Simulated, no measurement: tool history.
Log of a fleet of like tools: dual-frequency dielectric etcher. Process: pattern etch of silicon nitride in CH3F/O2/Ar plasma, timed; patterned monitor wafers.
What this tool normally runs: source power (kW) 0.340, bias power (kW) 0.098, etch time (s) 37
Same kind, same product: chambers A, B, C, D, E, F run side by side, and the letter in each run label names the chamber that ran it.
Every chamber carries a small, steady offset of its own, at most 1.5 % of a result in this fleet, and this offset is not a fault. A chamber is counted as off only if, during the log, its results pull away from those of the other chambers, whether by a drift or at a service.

run	hour	source power (kW)	bias power (kW)	etch time (s)	hours since the last wet clean	hours since the last source power generator calibration	hours since the last bias power generator calibration	read-back reference wafer on the same gauge, depth_nm	mean etch depth across the wafer (Å)
1E	8.2	0.340	0.098	37	119.4	1934.4	550.0	31.901	272.61
# hour 15.3: chamber F: source power generator calibrated
2A	21.3	0.340	0.098	37	394.0	710.5	2207.6	31.890	270.25
3B	32.8	0.340	0.098	37	213.6	1219.3	3138.5	31.886	272.47
4D	44.8	0.340	0.098	37	511.7	2458.6	1502.9	31.883	272.53
5F	54.2	0.340	0.098	37	343.5	39.0	1657.7	31.870	269.11
6C	65.1	0.340	0.098	37	312.4	806.8	1628.2	31.884	272.46
7B	77.9	0.340	0.098	37	258.7	1264.4	3183.6	31.860	271.71
# hour 82.5: chamber A: wet clean of the chamber
8D	85.4	0.260	0.098	37	552.3	2499.2	1543.5	31.877	247.17
9C	95.8	0.260	0.098	37	343.1	837.5	1658.9	31.867	246.52
# hour 101.4: chamber D: wet clean of the chamber
10F	106.4	0.260	0.098	37	395.7	91.2	1709.9	31.853	243.35
11E	120.9	0.260	0.098	37	232.1	2047.1	662.7	31.840	247.09
12A	134.8	0.260	0.098	37	52.3	824.0	2321.1	31.856	243.74
13E	147.1	0.260	0.098	37	258.3	2073.3	688.9	31.859	246.76
14D	160.5	0.340	0.098	37	59.2	2574.3	1618.6	31.842	271.98
15B	169.8	0.340	0.087	28	350.6	1356.3	3275.5	31.839	195.99
16C	182.4	0.340	0.087	28	429.7	924.1	1745.5	31.814	197.19
17F	189.0	0.340	0.087	28	478.3	173.8	1792.5	31.837	194.41
18A	203.2	0.340	0.087	28	120.7	892.4	2389.5	31.816	194.81
19F	214.1	0.340	0.087	28	503.4	198.9	1817.6	31.816	194.42
# hour 221.4: chamber F: wet clean of the chamber
20A	225.8	0.340	0.087	28	143.3	915.0	2412.1	31.822	195.36
21D	238.5	0.340	0.098	37	137.2	2652.3	1696.6	31.809	272.21
22C	252.3	0.340	0.098	37	499.6	994.0	1815.4	31.802	272.10
23E	261.2	0.340	0.098	37	372.4	2187.4	803.0	31.815	272.47
# hour 270.1: chamber C: wet clean of the chamber
24B	271.8	0.340	0.098	37	452.6	1458.3	3377.5	31.796	271.25
25D	282.4	0.340	0.098	37	181.1	2696.2	1740.5	31.781	271.09
# hour 284.8: chamber E: source power generator calibrated
# hour 288.1: chamber B: wet clean of the chamber
26B	295.1	0.340	0.098	37	7.1	1481.6	3400.8	31.783	270.78
27F	307.1	0.340	0.098	37	85.7	291.9	1910.6	31.786	268.53
28E	318.7	0.340	0.098	37	429.9	34.0	860.5	31.790	272.13
29C	329.8	0.340	0.090	37	59.8	1071.5	1892.9	31.771	263.12
30A	336.2	0.340	0.090	37	253.7	1025.4	2522.5	31.780	260.16
31E	348.9	0.340	0.090	37	460.1	64.2	890.7	31.761	263.69
32C	355.5	0.340	0.090	37	85.5	1097.2	1918.6	31.770	263.17
33A	369.0	0.340	0.090	37	286.5	1058.2	2555.3	31.754	259.83
34B	376.0	0.340	0.090	37	88.0	1562.5	3481.7	31.756	262.07
35D	384.2	0.340	0.098	37	282.9	2798.0	1842.3	31.769	271.53
36F	397.9	0.340	0.111	31	176.5	382.7	2001.4	31.748	234.83
37E	411.2	0.340	0.111	31	522.4	126.5	953.0	31.749	239.40
38D	423.2	0.340	0.111	31	321.9	2837.0	1881.3	31.747	238.47
39C	437.0	0.340	0.111	31	167.0	1178.7	2000.1	31.749	237.64
40A	447.6	0.340	0.111	31	365.1	1136.8	2633.9	31.747	235.22
41F	461.4	0.340	0.111	31	240.0	446.2	2064.9	31.731	235.10
42B	472.7	0.340	0.112	37	184.7	1659.2	3578.4	31.728	283.59

Is one chamber off against the others, does the gauge drift, or is nothing wrong? If a chamber is off, say which, and what the likeliest cause is.

None of the chambers is off. What moves is the gauge, dragging all their readings along together.
Most likely cause: gauge reads low (%) = 0.567.
